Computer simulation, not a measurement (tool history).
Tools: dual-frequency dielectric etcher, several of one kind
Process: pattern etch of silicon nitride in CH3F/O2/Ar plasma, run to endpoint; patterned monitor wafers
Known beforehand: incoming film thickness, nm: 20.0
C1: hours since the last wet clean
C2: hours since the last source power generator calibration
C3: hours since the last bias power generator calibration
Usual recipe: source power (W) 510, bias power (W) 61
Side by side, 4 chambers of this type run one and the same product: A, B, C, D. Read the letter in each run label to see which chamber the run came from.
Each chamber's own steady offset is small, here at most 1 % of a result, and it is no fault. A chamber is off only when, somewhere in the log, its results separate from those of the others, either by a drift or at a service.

{"run": "1D", "hour": 3.8, "source power (W)": 510, "bias power (W)": 61, "C1": 77.6, "C2": 1217, "C3": 2023.8, "endpoint time (s)": 27.632}
{"run": "2B", "hour": 8.0, "source power (W)": 510, "bias power (W)": 61, "C1": 9.4, "C2": 195.5, "C3": 2280, "endpoint time (s)": 28.113}
{"run": "3A", "hour": 12.6, "source power (W)": 510, "bias power (W)": 61, "C1": 309.9, "C2": 2495.4, "C3": 462.6, "endpoint time (s)": 28.1}
{"run": "4C", "hour": 14.9, "source power (W)": 510, "bias power (W)": 61, "C1": 122.8, "C2": 1545.4, "C3": 2808.3, "endpoint time (s)": 28.294}
{"run": "5C", "hour": 18.4, "source power (W)": 510, "bias power (W)": 61, "C1": 126.3, "C2": 1548.9, "C3": 2811.8, "endpoint time (s)": 28.281}
{"run": "6D", "hour": 20.8, "source power (W)": 510, "bias power (W)": 61, "C1": 94.6, "C2": 1234, "C3": 2040.8, "endpoint time (s)": 27.588}
{"run": "7B", "hour": 23.6, "source power (W)": 510, "bias power (W)": 61, "C1": 25, "C2": 211.1, "C3": 2295.6, "endpoint time (s)": 27.58}
{"run": "8A", "hour": 26.0, "source power (W)": 470, "bias power (W)": 74, "C1": 323.3, "C2": 2508.8, "C3": 476, "endpoint time (s)": 27.372}
{"run": "9D", "hour": 28.6, "source power (W)": 470, "bias power (W)": 74, "C1": 102.4, "C2": 1241.8, "C3": 2048.6, "endpoint time (s)": 26.886}
{"run": "10C", "hour": 31.0, "source power (W)": 470, "bias power (W)": 74, "C1": 138.9, "C2": 1561.5, "C3": 2824.4, "endpoint time (s)": 26.887}
{"run": "11B", "hour": 35.4, "source power (W)": 470, "bias power (W)": 74, "C1": 36.8, "C2": 222.9, "C3": 2307.4, "endpoint time (s)": 26.758}
{"run": "12A", "hour": 38.3, "source power (W)": 510, "bias power (W)": 61, "C1": 335.6, "C2": 2521.1, "C3": 488.3, "endpoint time (s)": 27.873}
{"run": "13A", "hour": 41.7, "source power (W)": 580, "bias power (W)": 61, "C1": 339, "C2": 2524.5, "C3": 491.7, "endpoint time (s)": 26.626}
{"run": "14B", "hour": 44.7, "source power (W)": 580, "bias power (W)": 61, "C1": 46.1, "C2": 232.2, "C3": 2316.7, "endpoint time (s)": 26.327}
{"run": "15C", "hour": 48.6, "source power (W)": 580, "bias power (W)": 61, "C1": 156.5, "C2": 1579.1, "C3": 2842, "endpoint time (s)": 26.811}
{"run": "16D", "hour": 52.4, "source power (W)": 580, "bias power (W)": 61, "C1": 126.2, "C2": 1265.6, "C3": 2072.4, "endpoint time (s)": 26.424}
{"run": "17D", "hour": 56.6, "source power (W)": 510, "bias power (W)": 61, "C1": 130.4, "C2": 1269.8, "C3": 2076.6, "endpoint time (s)": 27.77}
{"run": "18A", "hour": 58.8, "source power (W)": 510, "bias power (W)": 61, "C1": 356.1, "C2": 2541.6, "C3": 508.8, "endpoint time (s)": 27.876}
{"run": "19C", "hour": 62.6, "source power (W)": 510, "bias power (W)": 61, "C1": 170.5, "C2": 1593.1, "C3": 2856, "endpoint time (s)": 27.942}
{"run": "20B", "hour": 64.9, "source power (W)": 510, "bias power (W)": 61, "C1": 66.3, "C2": 252.4, "C3": 2336.9, "endpoint time (s)": 27.528}
{"run": "21A", "hour": 68.8, "source power (W)": 510, "bias power (W)": 61, "C1": 366.1, "C2": 2551.6, "C3": 518.8, "endpoint time (s)": 27.67}
{"run": "22C", "hour": 73.1, "source power (W)": 510, "bias power (W)": 61, "C1": 181, "C2": 1603.6, "C3": 2866.5, "endpoint time (s)": 28.231}
{"run": "23D", "hour": 78.0, "source power (W)": 510, "bias power (W)": 61, "C1": 151.8, "C2": 1291.2, "C3": 2098, "endpoint time (s)": 27.745}
{"run": "24B", "hour": 80.3, "source power (W)": 510, "bias power (W)": 61, "C1": 81.7, "C2": 267.8, "C3": 2352.3, "endpoint time (s)": 27.613}
{"run": "25D", "hour": 85.0, "source power (W)": 430, "bias power (W)": 54, "C1": 158.8, "C2": 1298.2, "C3": 2105, "endpoint time (s)": 30.979}
{"run": "26C", "hour": 88.9, "source power (W)": 430, "bias power (W)": 54, "C1": 196.8, "C2": 1619.4, "C3": 2882.3, "endpoint time (s)": 31.053}
{"run": "27B", "hour": 91.1, "source power (W)": 430, "bias power (W)": 54, "C1": 92.5, "C2": 278.6, "C3": 2363.1, "endpoint time (s)": 30.928}
{"run": "28A", "hour": 95.5, "source power (W)": 430, "bias power (W)": 54, "C1": 392.8, "C2": 2578.3, "C3": 545.5, "endpoint time (s)": 31.119}
{"run": "29D", "hour": 100.4, "source power (W)": 460, "bias power (W)": 52, "C1": 174.2, "C2": 1313.6, "C3": 2120.4, "endpoint time (s)": 30.484}
{"run": "30A", "hour": 103.5, "source power (W)": 460, "bias power (W)": 52, "C1": 400.8, "C2": 2586.3, "C3": 553.5, "endpoint time (s)": 30.578}
{"run": "31B", "hour": 106.6, "source power (W)": 460, "bias power (W)": 52, "C1": 108, "C2": 294.1, "C3": 2378.6, "endpoint time (s)": 30.41}
{"run": "32C", "hour": 110.8, "source power (W)": 460, "bias power (W)": 52, "C1": 218.7, "C2": 1641.3, "C3": 2904.2, "endpoint time (s)": 30.631}
{"run": "33B", "hour": 115.4, "source power (W)": 510, "bias power (W)": 61, "C1": 116.8, "C2": 302.9, "C3": 2387.4, "endpoint time (s)": 27.792}
{"run": "34C", "hour": 118.6, "source power (W)": 510, "bias power (W)": 61, "C1": 226.5, "C2": 1649.1, "C3": 2912, "endpoint time (s)": 27.89}
{"run": "35D", "hour": 120.8, "source power (W)": 510, "bias power (W)": 61, "C1": 194.6, "C2": 1334, "C3": 2140.8, "endpoint time (s)": 27.474}
{"run": "36A", "hour": 124.4, "source power (W)": 510, "bias power (W)": 61, "C1": 421.7, "C2": 2607.2, "C3": 574.4, "endpoint time (s)": 27.745}
{"run": "37B", "hour": 128.1, "source power (W)": 390, "bias power (W)": 61, "C1": 129.5, "C2": 315.6, "C3": 2400.1, "endpoint time (s)": 30.938}
{"run": "38A", "hour": 132.7, "source power (W)": 390, "bias power (W)": 61, "C1": 430, "C2": 2615.5, "C3": 582.7, "endpoint time (s)": 31.162}
{"run": "39D", "hour": 137.3, "source power (W)": 390, "bias power (W)": 61, "C1": 211.1, "C2": 1350.5, "C3": 2157.3, "endpoint time (s)": 30.704}
{"run": "40C", "hour": 141.8, "source power (W)": 390, "bias power (W)": 61, "C1": 249.7, "C2": 1672.3, "C3": 2935.2, "endpoint time (s)": 30.989}
{"run": "41B", "hour": 144.0, "source power (W)": 510, "bias power (W)": 61, "C1": 145.4, "C2": 331.5, "C3": 2416, "endpoint time (s)": 27.581}
{"run": "42C", "hour": 148.3, "source power (W)": 510, "bias power (W)": 61, "C1": 256.2, "C2": 1678.8, "C3": 2941.7, "endpoint time (s)": 28.056}
{"hour": 148.6, "done": "chamber A: wet clean of the chamber"}
{"run": "43D", "hour": 151.6, "source power (W)": 510, "bias power (W)": 61, "C1": 225.4, "C2": 1364.8, "C3": 2171.6, "endpoint time (s)": 27.791}
{"run": "44A", "hour": 155.3, "source power (W)": 510, "bias power (W)": 61, "C1": 6.7, "C2": 2638.1, "C3": 605.3, "endpoint time (s)": 27.966}

Which is it: a chamber that has drifted or been left off by a service, a gauge drift common to all chambers, or only each chamber's usual small offset? If a chamber is off, name it and its likeliest cause.

Nothing is wrong: each chamber keeps only its own small, steady offset and the gauge holds still.

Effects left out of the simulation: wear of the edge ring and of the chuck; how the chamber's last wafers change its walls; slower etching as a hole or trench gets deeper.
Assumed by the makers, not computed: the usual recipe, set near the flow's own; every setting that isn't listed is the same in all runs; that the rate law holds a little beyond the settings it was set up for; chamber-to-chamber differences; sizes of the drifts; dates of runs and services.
